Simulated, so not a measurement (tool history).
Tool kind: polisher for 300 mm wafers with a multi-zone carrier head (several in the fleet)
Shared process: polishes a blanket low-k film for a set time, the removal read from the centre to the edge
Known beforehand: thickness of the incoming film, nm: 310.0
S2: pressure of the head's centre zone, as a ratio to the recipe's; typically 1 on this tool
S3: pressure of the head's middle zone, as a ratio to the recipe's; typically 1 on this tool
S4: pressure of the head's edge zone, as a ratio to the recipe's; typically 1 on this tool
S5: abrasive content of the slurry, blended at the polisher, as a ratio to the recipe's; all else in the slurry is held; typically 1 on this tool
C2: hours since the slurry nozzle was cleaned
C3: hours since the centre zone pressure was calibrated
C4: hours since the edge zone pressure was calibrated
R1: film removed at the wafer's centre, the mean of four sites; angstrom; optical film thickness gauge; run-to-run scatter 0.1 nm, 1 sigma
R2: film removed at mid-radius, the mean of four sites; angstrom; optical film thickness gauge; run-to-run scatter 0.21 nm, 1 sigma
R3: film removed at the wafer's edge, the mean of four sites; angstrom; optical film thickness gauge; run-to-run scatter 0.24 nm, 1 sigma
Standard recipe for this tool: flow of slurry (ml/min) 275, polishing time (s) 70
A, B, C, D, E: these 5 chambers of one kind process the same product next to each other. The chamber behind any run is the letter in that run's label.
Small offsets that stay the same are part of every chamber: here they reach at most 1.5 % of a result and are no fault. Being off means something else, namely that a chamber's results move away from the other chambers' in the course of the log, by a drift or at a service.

run 1C hour=7.5 | flow_of_slurry_(ml/min)=275 S2=1 S3=1 S4=1 S5=1 polishing_time_(s)=70 | wafers_polished_on_this_pad=251 C2=316.7 C3=1451.7 C4=873.1 | R1=171.11 R2=172.17 R3=171.96
run 2E hour=16.9 | flow_of_slurry_(ml/min)=275 S2=1 S3=1 S4=1 S5=1 polishing_time_(s)=70 | wafers_polished_on_this_pad=909 C2=521.3 C3=75.2 C4=374.3 | R1=173.85 R2=168.11 R3=169.89
-- hour=26 chamber C: edge zone pressure recalibrated
run 3A hour=27.6 | flow_of_slurry_(ml/min)=275 S2=1 S3=1 S4=1 S5=1 polishing_time_(s)=70 | wafers_polished_on_this_pad=680 C2=114.4 C3=92.9 C4=380.3 | R1=172.2 R2=171.49 R3=170.4
run 4B hour=34.4 | flow_of_slurry_(ml/min)=275 S2=1 S3=1 S4=1 S5=1 polishing_time_(s)=70 | wafers_polished_on_this_pad=910 C2=222.2 C3=150.2 C4=71.3 | R1=172.4 R2=170.09 R3=169.36
run 5D hour=43.3 | flow_of_slurry_(ml/min)=275 S2=1 S3=1 S4=1 S5=1 polishing_time_(s)=70 | wafers_polished_on_this_pad=935 C2=104.4 C3=333.6 C4=697.9 | R1=173.54 R2=172.6 R3=166.65
-- hour=45.7 chamber D: worn pad replaced by a new one
run 6B hour=50.4 | flow_of_slurry_(ml/min)=275 S2=1 S3=1 S4=1 S5=1 polishing_time_(s)=70 | wafers_polished_on_this_pad=1074 C2=238.2 C3=166.2 C4=87.3 | R1=173.72 R2=170.83 R3=170.54
-- hour=53.2 chamber E: worn pad replaced by a new one
-- hour=54.4 chamber B: worn pad replaced by a new one
run 7A hour=56.6 | flow_of_slurry_(ml/min)=275 S2=1 S3=1 S4=1 S5=1 polishing_time_(s)=70 | wafers_polished_on_this_pad=977 C2=143.4 C3=121.9 C4=409.3 | R1=172.72 R2=169.44 R3=174.21
-- hour=60.3 chamber A: worn pad replaced by a new one
run 8C hour=64.1 | flow_of_slurry_(ml/min)=275 S2=1 S3=1 S4=1 S5=1 polishing_time_(s)=70 | wafers_polished_on_this_pad=832 C2=373.3 C3=1508.3 C4=38.2 | R1=172.19 R2=169.93 R3=172.42
run 9D hour=70.5 | flow_of_slurry_(ml/min)=275 S2=1 S3=1 S4=1 S5=1 polishing_time_(s)=70 | wafers_polished_on_this_pad=255 C2=131.6 C3=360.8 C4=725.1 | R1=170.53 R2=172.77 R3=169.32
-- hour=78.2 chamber E: slurry nozzle cleaned
run 10E hour=79.7 | flow_of_slurry_(ml/min)=275 S2=1 S3=1 S4=1 S5=1 polishing_time_(s)=70 | wafers_polished_on_this_pad=272 C2=1.6 C3=138 C4=437.1 | R1=173.44 R2=168.86 R3=171.2
-- hour=80.7 chamber C: centre zone pressure recalibrated
-- hour=83.1 chamber C: worn pad replaced by a new one
run 11E hour=90.4 | flow_of_slurry_(ml/min)=275 S2=1 S3=1 S4=1 S5=1 polishing_time_(s)=70 | wafers_polished_on_this_pad=382 C2=12.3 C3=148.7 C4=447.8 | R1=172.78 R2=166.76 R3=171.91
-- hour=91.2 chamber E: edge zone pressure recalibrated
run 12D hour=97.3 | flow_of_slurry_(ml/min)=275 S2=1 S3=1 S4=1 S5=1 polishing_time_(s)=70 | wafers_polished_on_this_pad=530 C2=158.4 C3=387.6 C4=751.9 | R1=174.08 R2=169.42 R3=168.59
run 13A hour=108.2 | flow_of_slurry_(ml/min)=275 S2=1 S3=1 S4=1 S5=1 polishing_time_(s)=70 | wafers_polished_on_this_pad=492 C2=195 C3=173.5 C4=460.9 | R1=173.06 R2=171.21 R3=170.17
run 14C hour=113.7 | flow_of_slurry_(ml/min)=275 S2=1 S3=1 S4=1 S5=1 polishing_time_(s)=70 | wafers_polished_on_this_pad=315 C2=422.9 C3=33 C4=87.8 | R1=169.8 R2=170.12 R3=168.5
run 15B hour=123.7 | flow_of_slurry_(ml/min)=275 S2=1 S3=1 S4=1 S5=1 polishing_time_(s)=70 | wafers_polished_on_this_pad=711 C2=311.5 C3=239.5 C4=160.6 | R1=173.12 R2=171.1 R3=167.02
-- hour=124 chamber D: worn pad replaced by a new one
run 16B hour=135 | flow_of_slurry_(ml/min)=275 S2=1 S3=1 S4=1 S5=1 polishing_time_(s)=70 | wafers_polished_on_this_pad=827 C2=322.8 C3=250.8 C4=171.9 | R1=171.37 R2=169.7 R3=173.73
-- hour=140.7 chamber D: centre zone pressure recalibrated
run 17D hour=140.8 | flow_of_slurry_(ml/min)=275 S2=1 S3=1.09 S4=1 S5=1 polishing_time_(s)=70 | wafers_polished_on_this_pad=172 C2=201.9 C3=0.1 C4=795.4 | R1=182.67 R2=186.72 R3=167.45
run 18A hour=147.3 | flow_of_slurry_(ml/min)=275 S2=1 S3=1.09 S4=1 S5=1 polishing_time_(s)=70 | wafers_polished_on_this_pad=893 C2=234.1 C3=212.6 C4=500 | R1=173.84 R2=187.54 R3=171.08
-- hour=151.4 chamber E: worn pad replaced by a new one
run 19C hour=154.6 | flow_of_slurry_(ml/min)=275 S2=1 S3=1.09 S4=1 S5=1 polishing_time_(s)=70 | wafers_polished_on_this_pad=735 C2=463.8 C3=73.9 C4=128.7 | R1=172.52 R2=187.41 R3=166.39
run 20E hour=160.5 | flow_of_slurry_(ml/min)=275 S2=1 S3=1.09 S4=1 S5=1 polishing_time_(s)=70 | wafers_polished_on_this_pad=93 C2=82.4 C3=218.8 C4=69.3 | R1=173.31 R2=179.71 R3=170.38
run 21B hour=165.9 | flow_of_slurry_(ml/min)=275 S2=1 S3=1.09 S4=1 S5=1 polishing_time_(s)=70 | wafers_polished_on_this_pad=1145 C2=353.7 C3=281.7 C4=202.8 | R1=173.88 R2=186.69 R3=165.35
-- hour=168 chamber B: worn pad replaced by a new one
run 22C hour=173 | flow_of_slurry_(ml/min)=275 S2=1 S3=1 S4=1 S5=1 polishing_time_(s)=70 | wafers_polished_on_this_pad=923 C2=482.2 C3=92.3 C4=147.1 | R1=171.78 R2=165.98 R3=167.78
-- hour=173.6 chamber A: worn pad replaced by a new one
run 23A hour=181.9 | flow_of_slurry_(ml/min)=275 S2=1 S3=1 S4=1 S5=1 polishing_time_(s)=70 | wafers_polished_on_this_pad=86 C2=268.7 C3=247.2 C4=534.6 | R1=172 R2=173.12 R3=168.98
-- hour=184.2 chamber C: worn pad replaced by a new one
run 24D hour=191.8 | flow_of_slurry_(ml/min)=275 S2=1 S3=1 S4=1 S5=1 polishing_time_(s)=70 | wafers_polished_on_this_pad=696 C2=252.9 C3=51.1 C4=846.4 | R1=181.7 R2=173.4 R3=169.64
run 25E hour=200.2 | flow_of_slurry_(ml/min)=275 S2=1 S3=1.08 S4=1 S5=1 polishing_time_(s)=60 | wafers_polished_on_this_pad=501 C2=122.1 C3=258.5 C4=109 | R1=146.37 R2=153.41 R3=145.1
-- hour=208.5 chamber D: worn pad replaced by a new one
run 26D hour=211.8 | flow_of_slurry_(ml/min)=275 S2=1 S3=1.08 S4=1 S5=1 polishing_time_(s)=60 | wafers_polished_on_this_pad=34 C2=272.9 C3=71.1 C4=866.4 | R1=156.18 R2=160.35 R3=142.65
run 27C hour=221.4 | flow_of_slurry_(ml/min)=275 S2=1 S3=1.08 S4=1 S5=1 polishing_time_(s)=60 | wafers_polished_on_this_pad=382 C2=530.6 C3=140.7 C4=195.5 | R1=146.71 R2=153.73 R3=143.74
run 28E hour=229.9 | flow_of_slurry_(ml/min)=275 S2=1 S3=1.08 S4=1 S5=1 polishing_time_(s)=60 | wafers_polished_on_this_pad=806 C2=151.8 C3=288.2 C4=138.7 | R1=147.14 R2=156.28 R3=147.74
run 29A hour=236 | flow_of_slurry_(ml/min)=275 S2=1 S3=1.08 S4=1 S5=1 polishing_time_(s)=60 | wafers_polished_on_this_pad=641 C2=322.8 C3=301.3 C4=588.7 | R1=147.91 R2=157.37 R3=146.41
run 30B hour=247.4 | flow_of_slurry_(ml/min)=275 S2=1 S3=1 S4=1 S5=1 polishing_time_(s)=70 | wafers_polished_on_this_pad=816 C2=435.2 C3=363.2 C4=284.3 | R1=171.48 R2=168.42 R3=172.68
run 31C hour=258.1 | flow_of_slurry_(ml/min)=275 S2=1 S3=0.92 S4=1 S5=1 polishing_time_(s)=70 | wafers_polished_on_this_pad=759 C2=567.3 C3=177.4 C4=232.2 | R1=170.61 R2=158.4 R3=172.6
-- hour=264.4 chamber B: worn pad replaced by a new one
run 32B hour=265.5 | flow_of_slurry_(ml/min)=275 S2=1 S3=0.92 S4=1 S5=1 polishing_time_(s)=70 | wafers_polished_on_this_pad=12 C2=453.3 C3=381.3 C4=302.4 | R1=173.3 R2=160.28 R3=166.72

Which is it: a chamber that has drifted or been left off by a service, a gauge drift common to all chambers, or only each chamber's usual small offset? If a chamber is off, name it and its likeliest cause.

The work done on chamber D during a service left it standing apart from the others.
Likeliest cause: centre zone's pressure above its setpoint, % = 5.53.

Below are 4 candidate recipes for chamber D's next run, each the usual settings with a change, their results shown as question marks. Which of them brings D's results back in line with what the other chambers give on the usual settings?
Counts as in line when no further than this from what the other chambers average on the usual settings: R1 3.7 angstrom; R2 7.2 angstrom; R3 8.5 angstrom
run 33D-1 hour=274 | flow_of_slurry_(ml/min)=280 S2=1.05 S3=1 S4=0.98 S5=1 polishing_time_(s)=70 | R1=? R2=? R3=?
run 33D-2 hour=274 | flow_of_slurry_(ml/min)=270 S2=0.91 S3=1 S4=1.04 S5=1 polishing_time_(s)=69 | R1=? R2=? R3=?
run 33D-3 hour=274 | flow_of_slurry_(ml/min)=270 S2=0.95 S3=1 S4=1.02 S5=1 polishing_time_(s)=70 | R1=? R2=? R3=?
run 33D-4 hour=274 | flow_of_slurry_(ml/min)=280 S2=1.1 S3=1 S4=0.96 S5=1 polishing_time_(s)=71 | R1=? R2=? R3=?

The other chambers' mean on the usual settings: R1 172.44 angstrom; R2 170.01 angstrom; R3 170.31 angstrom
run=33D-1 R1=192.23 R2=170.5 R3=168.09
run=33D-2 R1=161.77 R2=167.56 R3=170.39
run=33D-3 R1=171.92 R2=169.95 R3=171.11
run=33D-4 R1=204.9 R2=172.89 R3=168.71
33D-3 puts the chamber back in line with the other chambers.

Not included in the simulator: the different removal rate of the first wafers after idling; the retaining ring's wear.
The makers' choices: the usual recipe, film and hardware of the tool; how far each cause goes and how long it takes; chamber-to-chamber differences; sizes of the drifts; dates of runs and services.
